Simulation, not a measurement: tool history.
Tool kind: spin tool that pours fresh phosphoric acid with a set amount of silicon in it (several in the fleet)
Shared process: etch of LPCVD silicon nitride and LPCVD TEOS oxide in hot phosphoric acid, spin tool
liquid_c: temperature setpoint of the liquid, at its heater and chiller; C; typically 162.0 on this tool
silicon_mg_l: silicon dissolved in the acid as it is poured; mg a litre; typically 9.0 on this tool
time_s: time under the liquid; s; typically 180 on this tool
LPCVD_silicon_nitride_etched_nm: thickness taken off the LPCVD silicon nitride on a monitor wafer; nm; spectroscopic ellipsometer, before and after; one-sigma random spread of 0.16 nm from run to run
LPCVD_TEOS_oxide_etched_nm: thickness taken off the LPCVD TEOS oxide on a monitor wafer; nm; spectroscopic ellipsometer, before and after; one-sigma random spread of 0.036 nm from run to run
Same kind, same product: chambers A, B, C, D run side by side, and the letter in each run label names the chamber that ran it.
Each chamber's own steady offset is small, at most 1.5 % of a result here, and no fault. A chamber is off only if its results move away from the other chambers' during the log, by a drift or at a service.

run,day,liquid_c,silicon_mg_l,time_s,"read-back film thickness of the LPCVD silicon nitride reference wafer, read on the same gauge (nm)","read-back film thickness of the LPCVD TEOS oxide reference wafer, read on the same gauge (nm)",LPCVD_silicon_nitride_etched_nm,LPCVD_TEOS_oxide_etched_nm
1D,0.296,162.0,9.0,180,150.03,49.984,17.596,1.16450
2A,0.717,162.0,9.0,180,149.96,49.990,17.924,1.11840
3B,1.012,162.0,9.0,180,149.95,49.983,17.795,1.14660
4C,1.288,162.0,9.0,180,150.00,50.023,17.989,1.15090
5C,1.629,162.0,9.0,180,150.01,50.001,18.279,1.15290
6B,2.004,162.0,9.0,180,150.00,50.033,17.695,1.14090
7A,2.408,162.0,9.0,180,149.94,50.017,17.638,1.21510
8D,2.871,162.0,9.0,180,149.94,50.003,17.525,1.20200
9D,3.292,162.0,9.0,180,150.01,50.033,17.729,1.11880
10B,3.817,162.0,9.0,180,149.99,50.024,18.055,1.20070
11C,4.112,162.0,9.0,180,149.97,50.010,17.806,1.10290
12A,4.546,162.0,14.5,180,149.99,49.986,17.942,1.03680
13C,4.812,162.0,14.5,180,149.95,50.016,18.039,0.96578
14B,5.304,162.0,14.5,180,150.01,49.990,17.745,0.99198
15A,5.679,162.0,14.5,180,149.97,49.966,17.738,0.98699
16D,6.167,162.0,9.0,180,150.04,50.011,18.107,1.15340
17D,6.496,162.0,9.0,180,150.01,49.989,17.660,1.15730
# day 6.512: chamber B: thermometer replaced
18B,6.900,159.0,13.0,180,149.99,50.004,16.057,0.83195
19A,7.375,159.0,13.0,180,149.96,50.020,16.364,0.85075
20C,7.733,159.0,13.0,180,149.98,50.011,16.166,0.83368
21B,8.021,159.0,13.0,180,149.98,50.022,16.207,0.89017
22A,8.417,161.0,9.0,180,150.05,49.988,17.261,1.09230
23C,8.917,161.0,9.0,180,149.99,50.018,17.348,1.09490
24D,9.375,161.0,9.0,180,149.97,49.952,17.211,1.01400
25A,9.675,161.0,9.0,180,149.98,49.987,17.195,1.10420
26D,9.938,163.5,9.0,180,150.01,50.030,18.609,1.23300
27B,10.300,163.5,9.0,180,150.01,50.008,18.864,1.30300
28C,10.579,163.5,9.0,180,149.99,50.022,18.878,1.26990
29A,10.996,163.5,9.0,180,149.97,49.998,19.125,1.33750
30B,11.262,162.0,14.0,135,149.98,50.015,13.491,0.79173
31D,11.550,162.0,14.0,135,149.99,50.005,13.243,0.79221
32C,11.925,162.0,14.0,135,150.00,49.996,13.349,0.77423

Has any chamber moved away from the others, gradually or after a service, or does the common gauge drift, or do the chambers differ only by their own small steady offsets? State the chamber and the most likely cause if one applies.

The fleet is healthy, with each chamber sitting at its usual small offset and no drift in the gauge.
